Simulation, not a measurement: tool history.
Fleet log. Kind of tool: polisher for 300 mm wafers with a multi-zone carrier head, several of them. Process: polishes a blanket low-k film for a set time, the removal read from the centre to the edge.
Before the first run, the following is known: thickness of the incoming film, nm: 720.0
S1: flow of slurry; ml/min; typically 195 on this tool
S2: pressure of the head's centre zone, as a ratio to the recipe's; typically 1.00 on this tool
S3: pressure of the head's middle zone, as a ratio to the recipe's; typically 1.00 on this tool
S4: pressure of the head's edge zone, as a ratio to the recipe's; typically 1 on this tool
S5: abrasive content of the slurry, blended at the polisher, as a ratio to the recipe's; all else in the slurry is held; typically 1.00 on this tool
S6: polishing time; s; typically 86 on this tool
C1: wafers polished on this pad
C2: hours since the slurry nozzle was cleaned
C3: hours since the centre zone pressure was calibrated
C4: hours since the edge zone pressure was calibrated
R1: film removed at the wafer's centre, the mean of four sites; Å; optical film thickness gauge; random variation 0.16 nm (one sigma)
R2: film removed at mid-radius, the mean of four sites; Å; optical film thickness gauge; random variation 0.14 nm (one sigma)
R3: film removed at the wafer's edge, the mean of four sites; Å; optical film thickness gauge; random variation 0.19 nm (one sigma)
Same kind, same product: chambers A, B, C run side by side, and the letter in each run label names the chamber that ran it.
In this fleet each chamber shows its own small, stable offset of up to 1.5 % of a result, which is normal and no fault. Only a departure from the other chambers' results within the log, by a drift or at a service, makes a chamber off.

run,hour,S1,S2,S3,S4,S5,S6,C1,C2,C3,C4,R1,R2,R3
1C,4.0,195,1.00,1.00,1,1.00,86,230,19.9,533.6,445.2,170.64,170.78,174.69
2A,7.9,195,1.00,1.00,1,1.00,86,142,152.1,285.0,503.1,170.24,171.89,170.57
3B,12.5,195,1.00,1.00,1,1.00,86,570,440.4,313.2,1018.0,166.90,170.30,172.15
4C,14.9,195,1.00,1.00,1,1.00,86,346,30.8,544.5,456.1,170.83,171.49,170.30
5A,19.6,195,1.00,1.00,1,1.00,86,266,163.8,296.7,514.8,168.57,173.10,173.33
6B,24.5,195,1.00,1.00,1,1.00,86,698,452.4,325.2,1030.0,167.25,168.17,167.76
7A,28.7,195,1.00,1.00,1,1.00,86,363,172.9,305.8,523.9,170.08,169.18,169.21
# hour 29.5: chamber C: centre zone pressure recalibrated
# hour 29.9: chamber B: worn pad replaced by a new one
8B,32.4,195,1.00,1.00,1,1.00,86,26,460.3,333.1,1037.9,168.14,171.71,170.54
9C,37.2,195,0.93,1.00,1,1.00,73,582,53.1,7.8,478.4,132.82,145.04,145.03
10B,39.4,195,0.93,1.00,1,1.00,73,101,467.3,340.1,1044.9,133.83,144.42,145.25
11A,44.0,195,0.93,1.00,1,1.00,73,525,188.2,321.1,539.2,132.66,145.53,145.11
12C,47.8,195,1.00,1.00,1,1.00,86,695,63.7,18.4,489.0,170.61,170.38,169.78
13A,50.3,195,1.00,1.00,1,1.00,86,592,194.5,327.4,545.5,169.25,171.17,172.52
# hour 50.5: chamber C: worn pad replaced by a new one
14C,53.0,195,1.00,1.00,1,1.00,86,27,68.9,23.6,494.2,170.85,171.57,172.83
15B,56.6,195,1.00,1.00,1,1.00,86,283,484.5,357.3,1062.1,166.92,166.85,173.33
16B,59.6,195,1.00,1.00,1,1.00,86,315,487.5,360.3,1065.1,168.19,171.89,173.15
17C,62.6,195,1.00,1.00,1,1.00,86,129,78.5,33.2,503.8,170.75,172.91,174.24
# hour 63.1: chamber A: worn pad replaced by a new one
18A,65.6,195,1.00,1.00,1,1.00,86,26,209.8,342.7,560.8,170.30,171.95,168.39
19C,67.9,195,1.00,1.00,1,1.00,86,185,83.8,38.5,509.1,171.14,169.64,173.88
# hour 69.0: chamber B: edge zone pressure recalibrated
20A,72.4,195,1.05,1.00,1,1.25,86,98,216.6,349.5,567.6,197.32,186.61,187.75
21B,76.9,195,1.05,1.00,1,1.25,86,498,504.8,377.6,8.0,198.05,189.49,189.18
22A,81.5,195,1.05,1.00,1,1.25,86,195,225.7,358.6,576.7,197.05,186.85,184.68
23C,86.1,195,1.12,1.11,1,1.00,86,378,102.0,56.7,527.3,194.22,186.32,175.17
24B,88.5,195,1.12,1.11,1,1.00,86,621,516.4,389.2,19.6,191.62,187.57,169.33
25C,92.9,195,1.12,1.11,1,1.00,86,450,108.8,63.5,534.1,194.80,184.59,170.47

Has any chamber moved away from the others, gradually or after a service, or does the common gauge drift, or do the chambers differ only by their own small steady offsets? State the chamber and the most likely cause if one applies.

Beyond each chamber's small constant offset nothing stands out, and the gauge stays steady.
